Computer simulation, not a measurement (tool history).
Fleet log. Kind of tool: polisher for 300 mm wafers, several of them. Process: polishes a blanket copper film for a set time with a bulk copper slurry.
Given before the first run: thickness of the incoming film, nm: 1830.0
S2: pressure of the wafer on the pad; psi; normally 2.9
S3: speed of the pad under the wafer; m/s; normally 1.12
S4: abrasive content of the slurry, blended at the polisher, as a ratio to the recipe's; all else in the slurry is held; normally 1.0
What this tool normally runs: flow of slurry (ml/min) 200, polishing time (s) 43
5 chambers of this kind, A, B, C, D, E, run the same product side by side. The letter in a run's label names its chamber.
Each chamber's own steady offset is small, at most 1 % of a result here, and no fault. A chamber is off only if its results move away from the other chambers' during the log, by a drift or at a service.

At hour 6.8: chamber E: slurry blender recalibrated.
At hour 11.2: chamber A: worn pad replaced by a new one.
Run 1D, hour 11.6: usual settings. Result: film removed (angstrom) 4748.4.
At hour 14.9: chamber C: head pressure recalibrated.
Run 2B, hour 25.1: usual settings. Result: film removed (angstrom) 4726.8.
At hour 34.6: chamber D: worn pad replaced by a new one.
Run 3C, hour 40.3: usual settings. Result: film removed (angstrom) 4755.7.
At hour 43.7: chamber D: head pressure recalibrated.
Run 4E, hour 47.9: usual settings. Result: film removed (angstrom) 4729.9.
At hour 56.6: chamber B: worn pad replaced by a new one.
At hour 57.7: chamber D: slurry nozzle cleaned.
Run 5A, hour 60.4: usual settings but S2 2.3 psi, polishing time (s) 55. Result: film removed (angstrom) 4863.7.
At hour 71.8: chamber C: worn pad replaced by a new one.
Run 6D, hour 72.9: usual settings but S2 2.3 psi, polishing time (s) 55. Result: film removed (angstrom) 4738.9.
At hour 78.4: chamber D: slurry blender recalibrated.
Run 7B, hour 83.3: usual settings but S2 2.3 psi, polishing time (s) 55. Result: film removed (angstrom) 4744.7.
At hour 84.9: chamber A: slurry blender recalibrated.
Run 8E, hour 95.5: usual settings but S2 2.3 psi, polishing time (s) 55. Result: film removed (angstrom) 4759.0.
Run 9A, hour 106.8: usual settings but S2 2.3 psi, polishing time (s) 55. Result: film removed (angstrom) 4848.6.
At hour 114.5: chamber A: worn pad replaced by a new one.
At hour 119.4: chamber B: slurry blender recalibrated.
Run 10C, hour 121.3: usual settings. Result: film removed (angstrom) 4679.2.
At hour 122.7: chamber D: worn pad replaced by a new one.
Run 11A, hour 128.2: usual settings. Result: film removed (angstrom) 4741.8.
Run 12E, hour 138.4: usual settings but S4 1.2, polishing time (s) 54. Result: film removed (angstrom) 6180.7.
At hour 138.8: chamber C: slurry blender recalibrated.
At hour 145.2: chamber B: worn pad replaced by a new one.
Run 13D, hour 153.4: usual settings but S4 1.2, polishing time (s) 54. Result: film removed (angstrom) 6222.5.
Run 14C, hour 167.9: usual settings but S4 1.2, polishing time (s) 54. Result: film removed (angstrom) 6148.1.
Run 15B, hour 175.9: usual settings but S4 1.2, polishing time (s) 54. Result: film removed (angstrom) 6180.5.
At hour 178.0: chamber E: slurry nozzle cleaned.
At hour 186.7: chamber C: worn pad replaced by a new one.
Run 16C, hour 190.6: usual settings but S4 1.2, polishing time (s) 54. Result: film removed (angstrom) 6223.5.
Run 17D, hour 200.3: usual settings. Result: film removed (angstrom) 4789.0.
At hour 204.8: chamber E: slurry blender recalibrated.
Run 18E, hour 213.2: usual settings. Result: film removed (angstrom) 4652.6.
At hour 216.0: chamber A: worn pad replaced by a new one.
Run 19A, hour 225.9: usual settings. Result: film removed (angstrom) 4772.3.
At hour 227.7: chamber D: worn pad replaced by a new one.
Run 20B, hour 235.4: usual settings. Result: film removed (angstrom) 4698.3.
Run 21A, hour 245.7: usual settings. Result: film removed (angstrom) 4789.4.
At hour 247.9: chamber B: worn pad replaced by a new one.
At hour 255.4: chamber A: slurry nozzle cleaned.
Run 22D, hour 260.3: usual settings. Result: film removed (angstrom) 4735.5.
At hour 262.5: chamber D: slurry blender recalibrated.
Run 23C, hour 275.0: usual settings. Result: film removed (angstrom) 4770.5.
At hour 278.6: chamber C: worn pad replaced by a new one.
Run 24E, hour 286.1: usual settings. Result: film removed (angstrom) 4553.1.
At hour 294.0: chamber B: slurry blender recalibrated.
Run 25B, hour 295.3: usual settings. Result: film removed (angstrom) 4687.5.
At hour 297.7: chamber B: slurry nozzle cleaned.
At hour 302.5: chamber A: slurry blender recalibrated.
Run 26E, hour 310.4: usual settings. Result: film removed (angstrom) 4577.0.
At hour 316.9: chamber B: head pressure recalibrated.
Run 27A, hour 325.4: usual settings. Result: film removed (angstrom) 4777.4.
At hour 326.1: chamber D: worn pad replaced by a new one.
At hour 328.1: chamber A: worn pad replaced by a new one.
Run 28C, hour 335.2: usual settings. Result: film removed (angstrom) 4789.0.
Run 29B, hour 345.6: usual settings but S3 0.88 m/s, polishing time (s) 32. Result: film removed (angstrom) 2834.8.
At hour 347.2: chamber B: worn pad replaced by a new one.
At hour 348.1: chamber C: slurry blender recalibrated.
At hour 351.4: chamber E: head pressure recalibrated.
Run 30D, hour 360.6: usual settings but S3 0.88 m/s, polishing time (s) 32. Result: film removed (angstrom) 2759.1.
At hour 362.6: chamber C: slurry nozzle cleaned.
At hour 373.0: chamber C: worn pad replaced by a new one.
Run 31C, hour 373.3: usual settings but S3 0.88 m/s, polishing time (s) 32. Result: film removed (angstrom) 2795.8.
Run 32D, hour 388.5: usual settings but S3 0.88 m/s, polishing time (s) 32. Result: film removed (angstrom) 2790.8.
Run 33E, hour 396.3: usual settings but S3 0.88 m/s, polishing time (s) 32. Result: film removed (angstrom) 2579.0.
Run 34B, hour 407.7: usual settings. Result: film removed (angstrom) 4758.4.
At hour 416.6: chamber D: head pressure recalibrated.
At hour 419.4: chamber E: slurry blender recalibrated.
Run 35A, hour 419.6: usual settings but S3 0.98 m/s. Result: film removed (angstrom) 4155.2.
At hour 423.4: chamber A: worn pad replaced by a new one.
At hour 431.4: chamber D: worn pad replaced by a new one.
Run 36C, hour 431.5: usual settings but S3 0.98 m/s. Result: film removed (angstrom) 4142.8.
Run 37D, hour 446.1: usual settings but S3 0.98 m/s. Result: film removed (angstrom) 4148.2.
At hour 446.9: chamber D: slurry blender recalibrated.
Run 38A, hour 457.0: usual settings but S3 0.98 m/s. Result: film removed (angstrom) 4171.7.
At hour 461.1: chamber B: worn pad replaced by a new one.
Run 39E, hour 464.5: usual settings but S3 0.98 m/s. Result: film removed (angstrom) 3857.6.
At hour 473.5: chamber C: worn pad replaced by a new one.
At hour 474.1: chamber B: slurry blender recalibrated.
Run 40B, hour 474.2: usual settings. Result: film removed (angstrom) 4688.4.
Run 41C, hour 486.3: usual settings but S2 2.0 psi, S3 1.52 m/s. Result: film removed (angstrom) 4478.3.
Run 42D, hour 499.8: usual settings but S2 2.0 psi, S3 1.52 m/s. Result: film removed (angstrom) 4493.2.

All 5 chambers run these settings next. Forecast each chamber's results:
Run 43A, hour 511.2: usual settings but S3 1.34 m/s. Result: film removed (angstrom) ?.
Run 43B, hour 511.2: usual settings but S3 1.34 m/s. Result: film removed (angstrom) ?.
Run 43C, hour 511.2: usual settings but S3 1.34 m/s. Result: film removed (angstrom) ?.
Run 43D, hour 511.2: usual settings but S3 1.34 m/s. Result: film removed (angstrom) ?.
Run 43E, hour 511.2: usual settings but S3 1.34 m/s. Result: film removed (angstrom) ?.

run  film removed (angstrom)
43A                   5794.7
43B                   5709.3
43C                   5658.0
43D                   5764.2
43E                   5223.9

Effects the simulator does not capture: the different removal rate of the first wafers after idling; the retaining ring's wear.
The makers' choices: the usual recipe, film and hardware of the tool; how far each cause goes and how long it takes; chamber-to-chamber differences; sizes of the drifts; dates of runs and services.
